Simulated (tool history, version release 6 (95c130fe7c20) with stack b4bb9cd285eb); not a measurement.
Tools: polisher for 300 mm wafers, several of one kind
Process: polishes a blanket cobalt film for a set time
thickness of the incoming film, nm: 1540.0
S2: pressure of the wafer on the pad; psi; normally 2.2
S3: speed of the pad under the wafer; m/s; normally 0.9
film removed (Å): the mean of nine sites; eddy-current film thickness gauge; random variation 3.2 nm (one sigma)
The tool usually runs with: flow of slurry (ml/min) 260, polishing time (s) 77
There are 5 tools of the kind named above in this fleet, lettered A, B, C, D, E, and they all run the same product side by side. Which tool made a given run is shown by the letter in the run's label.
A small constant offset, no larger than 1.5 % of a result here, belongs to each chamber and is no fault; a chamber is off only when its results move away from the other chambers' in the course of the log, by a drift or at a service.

-- hour=2.7 chamber D: head pressure recalibrated
-- hour=3.4 chamber E: worn pad replaced by a new one
run 1C hour=7.6 | flow_of_slurry_(ml/min)=260 S2=2.2 S3=0.9 polishing_time_(s)=77 | film_removed_(Å)=3819.1
run 2D hour=14.5 | flow_of_slurry_(ml/min)=260 S2=2.2 S3=0.9 polishing_time_(s)=77 | film_removed_(Å)=3878.7
run 3B hour=22.1 | flow_of_slurry_(ml/min)=260 S2=2.2 S3=0.9 polishing_time_(s)=77 | film_removed_(Å)=3888.3
run 4A hour=27.5 | flow_of_slurry_(ml/min)=260 S2=2.2 S3=0.9 polishing_time_(s)=77 | film_removed_(Å)=3924.3
-- hour=28.7 chamber C: worn pad replaced by a new one
-- hour=30.8 chamber D: worn pad replaced by a new one
-- hour=35.1 chamber A: head pressure recalibrated
run 5E hour=35.8 | flow_of_slurry_(ml/min)=260 S2=1.6 S3=0.9 polishing_time_(s)=98 | film_removed_(Å)=3613.1
run 6B hour=43.6 | flow_of_slurry_(ml/min)=260 S2=1.6 S3=0.9 polishing_time_(s)=98 | film_removed_(Å)=3603.9
-- hour=49.6 chamber A: worn pad replaced by a new one
-- hour=52.7 chamber B: worn pad replaced by a new one
run 7C hour=52.9 | flow_of_slurry_(ml/min)=260 S2=1.6 S3=0.9 polishing_time_(s)=98 | film_removed_(Å)=3565.8
run 8A hour=61.3 | flow_of_slurry_(ml/min)=260 S2=1.6 S3=0.9 polishing_time_(s)=98 | film_removed_(Å)=3591.7
run 9E hour=69.1 | flow_of_slurry_(ml/min)=260 S2=1.6 S3=0.9 polishing_time_(s)=98 | film_removed_(Å)=3567
-- hour=75 chamber D: slurry nozzle cleaned
run 10D hour=77.4 | flow_of_slurry_(ml/min)=260 S2=2.2 S3=0.9 polishing_time_(s)=77 | film_removed_(Å)=3842.7
run 11C hour=83.3 | flow_of_slurry_(ml/min)=260 S2=2.2 S3=0.9 polishing_time_(s)=77 | film_removed_(Å)=3844.2
run 12E hour=90.1 | flow_of_slurry_(ml/min)=200 S2=2.2 S3=1.18 polishing_time_(s)=77 | film_removed_(Å)=4992
-- hour=91.6 chamber D: worn pad replaced by a new one
run 13A hour=95.8 | flow_of_slurry_(ml/min)=200 S2=2.2 S3=1.18 polishing_time_(s)=77 | film_removed_(Å)=5011.3
-- hour=98.9 chamber E: worn pad replaced by a new one
run 14B hour=105.4 | flow_of_slurry_(ml/min)=200 S2=2.2 S3=1.18 polishing_time_(s)=77 | film_removed_(Å)=4957.2
run 15D hour=113.6 | flow_of_slurry_(ml/min)=200 S2=2.2 S3=1.18 polishing_time_(s)=77 | film_removed_(Å)=4919.7
-- hour=117.2 chamber B: slurry nozzle cleaned
run 16C hour=118 | flow_of_slurry_(ml/min)=200 S2=2.2 S3=1.18 polishing_time_(s)=77 | film_removed_(Å)=4913
run 17B hour=124.7 | flow_of_slurry_(ml/min)=260 S2=2.2 S3=0.9 polishing_time_(s)=77 | film_removed_(Å)=3949.9
-- hour=126.1 chamber C: worn pad replaced by a new one
run 18A hour=132.1 | flow_of_slurry_(ml/min)=260 S2=2.2 S3=0.9 polishing_time_(s)=77 | film_removed_(Å)=3909.8
-- hour=133.8 chamber A: worn pad replaced by a new one
-- hour=134.8 chamber B: worn pad replaced by a new one
run 19E hour=141.3 | flow_of_slurry_(ml/min)=260 S2=2.2 S3=0.9 polishing_time_(s)=77 | film_removed_(Å)=3888.1
-- hour=145 chamber D: worn pad replaced by a new one
run 20D hour=150.2 | flow_of_slurry_(ml/min)=260 S2=2.2 S3=0.9 polishing_time_(s)=77 | film_removed_(Å)=3875.2
run 21E hour=157 | flow_of_slurry_(ml/min)=260 S2=2.2 S3=0.9 polishing_time_(s)=77 | film_removed_(Å)=3825.6
run 22B hour=161.3 | flow_of_slurry_(ml/min)=260 S2=2.2 S3=0.9 polishing_time_(s)=77 | film_removed_(Å)=4009.3
run 23C hour=167.2 | flow_of_slurry_(ml/min)=260 S2=2.2 S3=0.9 polishing_time_(s)=59 | film_removed_(Å)=2954.3
run 24D hour=174.2 | flow_of_slurry_(ml/min)=260 S2=2.2 S3=0.9 polishing_time_(s)=59 | film_removed_(Å)=2960.2
run 25A hour=182 | flow_of_slurry_(ml/min)=260 S2=2.2 S3=0.9 polishing_time_(s)=59 | film_removed_(Å)=3007.5
run 26E hour=186.3 | flow_of_slurry_(ml/min)=260 S2=2.2 S3=0.9 polishing_time_(s)=59 | film_removed_(Å)=2935.9
run 27A hour=194.4 | flow_of_slurry_(ml/min)=260 S2=2.2 S3=0.9 polishing_time_(s)=59 | film_removed_(Å)=3009.9
-- hour=195.3 chamber D: worn pad replaced by a new one
run 28C hour=203.8 | flow_of_slurry_(ml/min)=260 S2=2.2 S3=0.9 polishing_time_(s)=59 | film_removed_(Å)=2923.4
run 29B hour=208.3 | flow_of_slurry_(ml/min)=260 S2=2.2 S3=0.9 polishing_time_(s)=59 | film_removed_(Å)=3128.4
-- hour=209.3 chamber E: worn pad replaced by a new one
run 30D hour=213.9 | flow_of_slurry_(ml/min)=260 S2=2.2 S3=0.9 polishing_time_(s)=59 | film_removed_(Å)=2978.8
-- hour=218 chamber A: worn pad replaced by a new one
run 31D hour=223.4 | flow_of_slurry_(ml/min)=260 S2=2.2 S3=0.9 polishing_time_(s)=59 | film_removed_(Å)=2961.4
-- hour=224.5 chamber C: worn pad replaced by a new one
run 32E hour=231.1 | flow_of_slurry_(ml/min)=260 S2=2.2 S3=0.9 polishing_time_(s)=59 | film_removed_(Å)=2951.5
-- hour=235.4 chamber B: worn pad replaced by a new one
run 33B hour=235.6 | flow_of_slurry_(ml/min)=190 S2=2.2 S3=0.9 polishing_time_(s)=77 | film_removed_(Å)=4014.2
run 34C hour=242 | flow_of_slurry_(ml/min)=190 S2=2.2 S3=0.9 polishing_time_(s)=77 | film_removed_(Å)=3660
run 35A hour=246.9 | flow_of_slurry_(ml/min)=190 S2=2.2 S3=0.9 polishing_time_(s)=77 | film_removed_(Å)=3768.8
-- hour=248.2 chamber A: slurry nozzle cleaned
-- hour=252.9 chamber E: slurry nozzle cleaned
-- hour=253 chamber D: slurry nozzle cleaned
run 36B hour=255.7 | flow_of_slurry_(ml/min)=190 S2=2.2 S3=0.9 polishing_time_(s)=77 | film_removed_(Å)=4035.9
-- hour=256.9 chamber D: worn pad replaced by a new one
run 37E hour=262.8 | flow_of_slurry_(ml/min)=190 S2=2.2 S3=0.9 polishing_time_(s)=77 | film_removed_(Å)=3769.2
run 38D hour=272 | flow_of_slurry_(ml/min)=260 S2=2.2 S3=0.9 polishing_time_(s)=77 | film_removed_(Å)=3832
run 39C hour=277.1 | flow_of_slurry_(ml/min)=260 S2=2.2 S3=0.9 polishing_time_(s)=77 | film_removed_(Å)=3824.6
run 40A hour=286 | flow_of_slurry_(ml/min)=260 S2=2.2 S3=0.9 polishing_time_(s)=77 | film_removed_(Å)=3876.1
run 41B hour=295.5 | flow_of_slurry_(ml/min)=260 S2=2.2 S3=0.9 polishing_time_(s)=77 | film_removed_(Å)=4291.4

One chamber off, gauge drift, or nothing amiss beyond the chambers' own small offsets? If it is a chamber, which one, and what is the likeliest cause?

Chamber B drifts away from the others.
Likeliest cause: head's pressure above its setpoint, % = 10.2.

Here are 4 candidates for chamber B's next run, each the usual settings with a change, their results left as question marks. Which one brings its results back in line with what the others give on the usual settings?
In-line tolerance around the mean of the other chambers on the usual settings: film removed (Å) 110
run 42B-1 hour=302.4 | flow_of_slurry_(ml/min)=260 S2=2.2 S3=0.94 polishing_time_(s)=81 | film_removed_(Å)=?
run 42B-2 hour=302.4 | flow_of_slurry_(ml/min)=260 S2=2.2 S3=0.86 polishing_time_(s)=77 | film_removed_(Å)=?
run 42B-3 hour=302.4 | flow_of_slurry_(ml/min)=260 S2=2.2 S3=0.9 polishing_time_(s)=80 | film_removed_(Å)=?
run 42B-4 hour=302.4 | flow_of_slurry_(ml/min)=260 S2=2.1 S3=0.9 polishing_time_(s)=73 | film_removed_(Å)=?

The mean the other chambers reach with the usual settings: film removed (Å) 3863.9
run=42B-1 film_removed_(Å)=4723.3
run=42B-2 film_removed_(Å)=4104.1
run=42B-3 film_removed_(Å)=4464.5
run=42B-4 film_removed_(Å)=3891.2
42B-4 puts the chamber back in line with the other chambers.
